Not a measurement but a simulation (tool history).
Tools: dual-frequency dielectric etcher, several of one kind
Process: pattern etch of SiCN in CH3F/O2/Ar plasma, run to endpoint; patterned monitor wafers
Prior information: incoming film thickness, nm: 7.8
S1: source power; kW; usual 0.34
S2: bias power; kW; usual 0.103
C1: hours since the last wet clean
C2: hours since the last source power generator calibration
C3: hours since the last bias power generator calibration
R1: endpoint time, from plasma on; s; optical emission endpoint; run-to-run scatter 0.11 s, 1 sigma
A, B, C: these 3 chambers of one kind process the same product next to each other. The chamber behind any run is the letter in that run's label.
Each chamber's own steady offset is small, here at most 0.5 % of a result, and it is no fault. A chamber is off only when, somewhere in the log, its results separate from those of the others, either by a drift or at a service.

run 1C day=0.258 | S1=0.34 S2=0.103 | C1=33.6 C2=2207.8 C3=2072 | R1=19.331
run 2A day=0.662 | S1=0.34 S2=0.103 | C1=177.3 C2=472.1 C3=653.4 | R1=19.277
run 3B day=1.012 | S1=0.34 S2=0.103 | C1=373.6 C2=3326.7 C3=1184.8 | R1=19.463
run 4B day=1.221 | S1=0.34 S2=0.103 | C1=378.6 C2=3331.7 C3=1189.8 | R1=19.096
run 5A day=1.617 | S1=0.34 S2=0.103 | C1=200.2 C2=495 C3=676.3 | R1=19.364
run 6C day=2.054 | S1=0.34 S2=0.103 | C1=76.7 C2=2250.9 C3=2115.1 | R1=19.547
run 7B day=2.425 | S1=0.34 S2=0.103 | C1=407.5 C2=3360.6 C3=1218.7 | R1=19.253
run 8C day=2.688 | S1=0.34 S2=0.103 | C1=91.9 C2=2266.1 C3=2130.3 | R1=19.513
run 9A day=2.933 | S1=0.34 S2=0.103 | C1=231.8 C2=526.6 C3=707.9 | R1=19.135
run 10B day=3.312 | S1=0.34 S2=0.103 | C1=428.8 C2=3381.9 C3=1240 | R1=19.178
run 11A day=3.612 | S1=0.34 S2=0.103 | C1=248.1 C2=542.9 C3=724.2 | R1=19.474
run 12C day=3.888 | S1=0.34 S2=0.103 | C1=120.7 C2=2294.9 C3=2159.1 | R1=19.45
run 13C day=4.312 | S1=0.41 S2=0.084 | C1=130.9 C2=2305.1 C3=2169.3 | R1=19.55
run 14A day=4.638 | S1=0.41 S2=0.084 | C1=272.7 C2=567.5 C3=748.8 | R1=19.363
-- day=4.788 chamber B: wet clean of the chamber
run 15B day=5.042 | S1=0.41 S2=0.084 | C1=6.2 C2=3423.4 C3=1281.5 | R1=19.489
run 16B day=5.383 | S1=0.34 S2=0.103 | C1=14.4 C2=3431.6 C3=1289.7 | R1=19.585
run 17C day=5.758 | S1=0.34 S2=0.103 | C1=165.6 C2=2339.8 C3=2204 | R1=19.425
run 18A day=6.188 | S1=0.34 S2=0.103 | C1=309.9 C2=604.7 C3=786 | R1=19.336
run 19B day=6.467 | S1=0.34 S2=0.103 | C1=40.4 C2=3457.6 C3=1315.7 | R1=19.35
-- day=6.588 chamber A: wet clean of the chamber
run 20A day=6.9 | S1=0.34 S2=0.103 | C1=7.6 C2=621.8 C3=803.1 | R1=20.159
run 21C day=7.15 | S1=0.34 S2=0.103 | C1=199 C2=2373.2 C3=2237.4 | R1=19.453
run 22B day=7.375 | S1=0.34 S2=0.103 | C1=62.2 C2=3479.4 C3=1337.5 | R1=19.181
run 23C day=7.588 | S1=0.34 S2=0.103 | C1=209.5 C2=2383.7 C3=2247.9 | R1=19.331
run 24A day=8.029 | S1=0.34 S2=0.103 | C1=34.7 C2=648.9 C3=830.2 | R1=20.214
run 25B day=8.296 | S1=0.34 S2=0.103 | C1=84.3 C2=3501.5 C3=1359.6 | R1=19.003
run 26C day=8.629 | S1=0.34 S2=0.103 | C1=234.5 C2=2408.7 C3=2272.9 | R1=19.29
run 27A day=8.929 | S1=0.34 S2=0.103 | C1=56.3 C2=670.5 C3=851.8 | R1=20.112
run 28C day=9.283 | S1=0.34 S2=0.103 | C1=250.2 C2=2424.4 C3=2288.6 | R1=19.486
run 29B day=9.708 | S1=0.34 S2=0.103 | C1=118.2 C2=3535.4 C3=1393.5 | R1=19.317
run 30A day=9.975 | S1=0.34 S2=0.103 | C1=81.4 C2=695.6 C3=876.9 | R1=20.176
run 31A day=10.396 | S1=0.34 S2=0.103 | C1=91.5 C2=705.7 C3=887 | R1=20.106
run 32C day=10.621 | S1=0.37 S2=0.12 | C1=282.3 C2=2456.5 C3=2320.7 | R1=17.869
run 33B day=11.05 | S1=0.37 S2=0.12 | C1=150.4 C2=3567.6 C3=1425.7 | R1=17.769
run 34A day=11.488 | S1=0.37 S2=0.12 | C1=117.7 C2=731.9 C3=913.2 | R1=18.411
run 35C day=11.883 | S1=0.34 S2=0.103 | C1=312.6 C2=2486.8 C3=2351 | R1=19.22
run 36B day=12.192 | S1=0.34 S2=0.103 | C1=177.8 C2=3595 C3=1453.1 | R1=19.244
run 37B day=12.629 | S1=0.34 S2=0.103 | C1=188.3 C2=3605.5 C3=1463.6 | R1=19.291
run 38C day=12.933 | S1=0.34 S2=0.103 | C1=337.8 C2=2512 C3=2376.2 | R1=19.309
run 39A day=13.221 | S1=0.34 S2=0.103 | C1=159.3 C2=773.5 C3=954.8 | R1=19.986
run 40A day=13.529 | S1=0.34 S2=0.103 | C1=166.7 C2=780.9 C3=962.2 | R1=20.222
run 41C day=13.958 | S1=0.34 S2=0.103 | C1=362.4 C2=2536.6 C3=2400.8 | R1=19.327

For the next run the whole fleet of 3 chambers uses the same settings. Give each chamber's results:
run 42A day=14.292 | S1=0.34 S2=0.103 | R1=?
run 42B day=14.292 | S1=0.34 S2=0.103 | R1=?
run 42C day=14.292 | S1=0.34 S2=0.103 | R1=?

run=42A R1=20.105
run=42B R1=19.404
run=42C R1=19.594
